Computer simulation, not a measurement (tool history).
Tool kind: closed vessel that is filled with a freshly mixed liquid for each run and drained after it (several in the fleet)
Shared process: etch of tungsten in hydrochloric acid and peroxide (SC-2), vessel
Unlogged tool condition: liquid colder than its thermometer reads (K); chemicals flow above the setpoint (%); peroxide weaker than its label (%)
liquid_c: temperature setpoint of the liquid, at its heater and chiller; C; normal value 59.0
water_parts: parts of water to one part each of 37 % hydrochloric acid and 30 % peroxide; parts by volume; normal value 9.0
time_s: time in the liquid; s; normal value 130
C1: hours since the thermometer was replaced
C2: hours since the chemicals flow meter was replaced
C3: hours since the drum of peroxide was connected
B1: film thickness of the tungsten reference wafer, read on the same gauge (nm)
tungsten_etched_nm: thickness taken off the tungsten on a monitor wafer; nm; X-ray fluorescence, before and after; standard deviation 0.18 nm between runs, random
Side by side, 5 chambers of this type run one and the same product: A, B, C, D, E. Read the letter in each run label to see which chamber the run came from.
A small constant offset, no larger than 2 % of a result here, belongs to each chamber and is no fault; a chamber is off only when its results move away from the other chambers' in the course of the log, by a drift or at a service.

Run 1A, hour 7.2: usual settings; C1 2776.9; C2 1111.7; C3 286.5; B1 89.991. Result: tungsten_etched_nm 28.622 nm.
Run 2D, hour 19.5: usual settings; C1 721.0; C2 509.8; C3 386.9; B1 90.010. Result: tungsten_etched_nm 28.919 nm.
At hour 20.9: chamber A: thermometer replaced.
Run 3C, hour 33.7: usual settings; C1 231.2; C2 668.0; C3 990.9; B1 89.987. Result: tungsten_etched_nm 28.480 nm.
At hour 37.6: chamber C: new drum of peroxide connected.
Run 4B, hour 49.7: usual settings; C1 358.5; C2 1204.9; C3 486.8; B1 90.007. Result: tungsten_etched_nm 28.436 nm.
Run 5E, hour 64.6: usual settings; C1 2659.0; C2 308.5; C3 136.1; B1 89.979. Result: tungsten_etched_nm 28.634 nm.
At hour 70.4: chamber B: new drum of peroxide connected.
Run 6C, hour 73.0: usual settings; C1 270.5; C2 707.3; C3 35.4; B1 90.003. Result: tungsten_etched_nm 28.549 nm.
Run 7D, hour 89.0: usual settings; C1 790.5; C2 579.3; C3 456.4; B1 90.020. Result: tungsten_etched_nm 29.498 nm.
At hour 90.6: chamber D: new drum of peroxide connected.
Run 8E, hour 103.4: usual settings; C1 2697.8; C2 347.3; C3 174.9; B1 90.022. Result: tungsten_etched_nm 28.146 nm.
Run 9A, hour 114.5: usual settings but time_s 200 s; C1 93.7; C2 1219.0; C3 393.8; B1 90.015. Result: tungsten_etched_nm 44.145 nm.
Run 10B, hour 123.2: usual settings but time_s 200 s; C1 432.0; C2 1278.4; C3 52.9; B1 89.998. Result: tungsten_etched_nm 44.615 nm.
Run 11B, hour 137.7: usual settings but time_s 200 s; C1 446.5; C2 1292.9; C3 67.4; B1 89.998. Result: tungsten_etched_nm 44.403 nm.
Run 12C, hour 152.4: usual settings but time_s 200 s; C1 349.9; C2 786.7; C3 114.8; B1 90.019. Result: tungsten_etched_nm 44.009 nm.
Run 13E, hour 166.0: usual settings but time_s 200 s; C1 2760.4; C2 409.9; C3 237.5; B1 90.014. Result: tungsten_etched_nm 43.762 nm.
Run 14D, hour 179.5: usual settings; C1 881.0; C2 669.8; C3 88.9; B1 89.991. Result: tungsten_etched_nm 29.520 nm.
Run 15A, hour 193.3: usual settings; C1 172.5; C2 1297.8; C3 472.6; B1 89.985. Result: tungsten_etched_nm 28.532 nm.
Run 16B, hour 203.4: usual settings; C1 512.2; C2 1358.6; C3 133.1; B1 89.990. Result: tungsten_etched_nm 28.823 nm.
Run 17A, hour 211.0: usual settings but liquid_c 64.0 C; C1 190.2; C2 1315.5; C3 490.3; B1 90.036. Result: tungsten_etched_nm 38.809 nm.
Run 18D, hour 226.0: usual settings but liquid_c 64.0 C; C1 927.5; C2 716.3; C3 135.4; B1 90.002. Result: tungsten_etched_nm 39.797 nm.
Run 19E, hour 238.1: usual settings but liquid_c 64.0 C; C1 2832.5; C2 482.0; C3 309.6; B1 90.012. Result: tungsten_etched_nm 38.441 nm.
Run 20C, hour 248.7: usual settings but liquid_c 64.0 C; C1 446.2; C2 883.0; C3 211.1; B1 89.982. Result: tungsten_etched_nm 39.533 nm.
Run 21D, hour 260.5: usual settings but liquid_c 64.0 C; C1 962.0; C2 750.8; C3 169.9; B1 90.026. Result: tungsten_etched_nm 39.856 nm.
Run 22C, hour 275.4: usual settings; C1 472.9; C2 909.7; C3 237.8; B1 89.999. Result: tungsten_etched_nm 28.733 nm.
Run 23A, hour 287.1: usual settings; C1 266.3; C2 1391.6; C3 566.4; B1 90.014. Result: tungsten_etched_nm 28.800 nm.
At hour 299.1: chamber E: thermometer replaced.
Run 24B, hour 300.5: usual settings; C1 609.3; C2 1455.7; C3 230.2; B1 89.985. Result: tungsten_etched_nm 28.889 nm.
Run 25E, hour 315.3: usual settings; C1 16.2; C2 559.2; C3 386.8; B1 90.023. Result: tungsten_etched_nm 28.388 nm.
Run 26B, hour 328.1: usual settings; C1 636.9; C2 1483.3; C3 257.8; B1 89.994. Result: tungsten_etched_nm 28.627 nm.
Run 27A, hour 341.0: usual settings; C1 320.2; C2 1445.5; C3 620.3; B1 90.007. Result: tungsten_etched_nm 28.649 nm.
At hour 355.1: chamber A: new drum of peroxide connected.
Run 28C, hour 356.3: usual settings; C1 553.8; C2 990.6; C3 318.7; B1 89.986. Result: tungsten_etched_nm 28.731 nm.
Run 29D, hour 363.6: usual settings; C1 1065.1; C2 853.9; C3 273.0; B1 90.033. Result: tungsten_etched_nm 29.066 nm.
Run 30E, hour 374.2: usual settings; C1 75.1; C2 618.1; C3 445.7; B1 89.980. Result: tungsten_etched_nm 28.543 nm.
Run 31E, hour 382.9: usual settings; C1 83.8; C2 626.8; C3 454.4; B1 89.989. Result: tungsten_etched_nm 28.521 nm.
Run 32A, hour 394.7: usual settings; C1 373.9; C2 1499.2; C3 39.7; B1 89.990. Result: tungsten_etched_nm 28.490 nm.
Run 33C, hour 402.9: usual settings but water_parts 5.5 parts by volume, time_s 95 s; C1 600.4; C2 1037.2; C3 365.3; B1 89.997. Result: tungsten_etched_nm 30.840 nm.
Run 34D, hour 411.3: usual settings but water_parts 5.5 parts by volume, time_s 95 s; C1 1112.8; C2 901.6; C3 320.7; B1 90.001. Result: tungsten_etched_nm 31.381 nm.
Run 35B, hour 418.6: usual settings but water_parts 5.5 parts by volume, time_s 95 s; C1 727.4; C2 1573.8; C3 348.3; B1 89.999. Result: tungsten_etched_nm 30.552 nm.
Run 36E, hour 432.9: usual settings but water_parts 5.5 parts by volume, time_s 95 s; C1 133.8; C2 676.8; C3 504.4; B1 90.006. Result: tungsten_etched_nm 30.339 nm.
Run 37C, hour 444.8: usual settings but water_parts 5.5 parts by volume, time_s 95 s; C1 642.3; C2 1079.1; C3 407.2; B1 89.967. Result: tungsten_etched_nm 30.517 nm.
Run 38B, hour 460.8: usual settings; C1 769.6; C2 1616.0; C3 390.5; B1 90.014. Result: tungsten_etched_nm 28.755 nm.
Run 39D, hour 473.5: usual settings; C1 1175.0; C2 963.8; C3 382.9; B1 89.975. Result: tungsten_etched_nm 29.518 nm.
Run 40A, hour 484.0: usual settings; C1 463.2; C2 1588.5; C3 129.0; B1 89.984. Result: tungsten_etched_nm 28.699 nm.
Run 41D, hour 498.4: usual settings; C1 1199.9; C2 988.7; C3 407.8; B1 90.002. Result: tungsten_etched_nm 29.418 nm.
Run 42A, hour 509.0: usual settings; C1 488.2; C2 1613.5; C3 154.0; B1 89.998. Result: tungsten_etched_nm 28.479 nm.
Run 43E, hour 518.2: usual settings but liquid_c 65.5 C, time_s 160 s; C1 219.1; C2 762.1; C3 589.7; B1 89.992. Result: tungsten_etched_nm 52.012 nm.

Each of the 5 chambers runs these same settings next. Fill in every chamber's results:
Run 44A, hour 529.7: usual settings. Result: tungsten_etched_nm ?.
Run 44B, hour 529.7: usual settings. Result: tungsten_etched_nm ?.
Run 44C, hour 529.7: usual settings. Result: tungsten_etched_nm ?.
Run 44D, hour 529.7: usual settings. Result: tungsten_etched_nm ?.
Run 44E, hour 529.7: usual settings. Result: tungsten_etched_nm ?.

run  tungsten_etched_nm
44A              28.802
44B              28.866
44C              28.679
44D              29.374
44E              28.801

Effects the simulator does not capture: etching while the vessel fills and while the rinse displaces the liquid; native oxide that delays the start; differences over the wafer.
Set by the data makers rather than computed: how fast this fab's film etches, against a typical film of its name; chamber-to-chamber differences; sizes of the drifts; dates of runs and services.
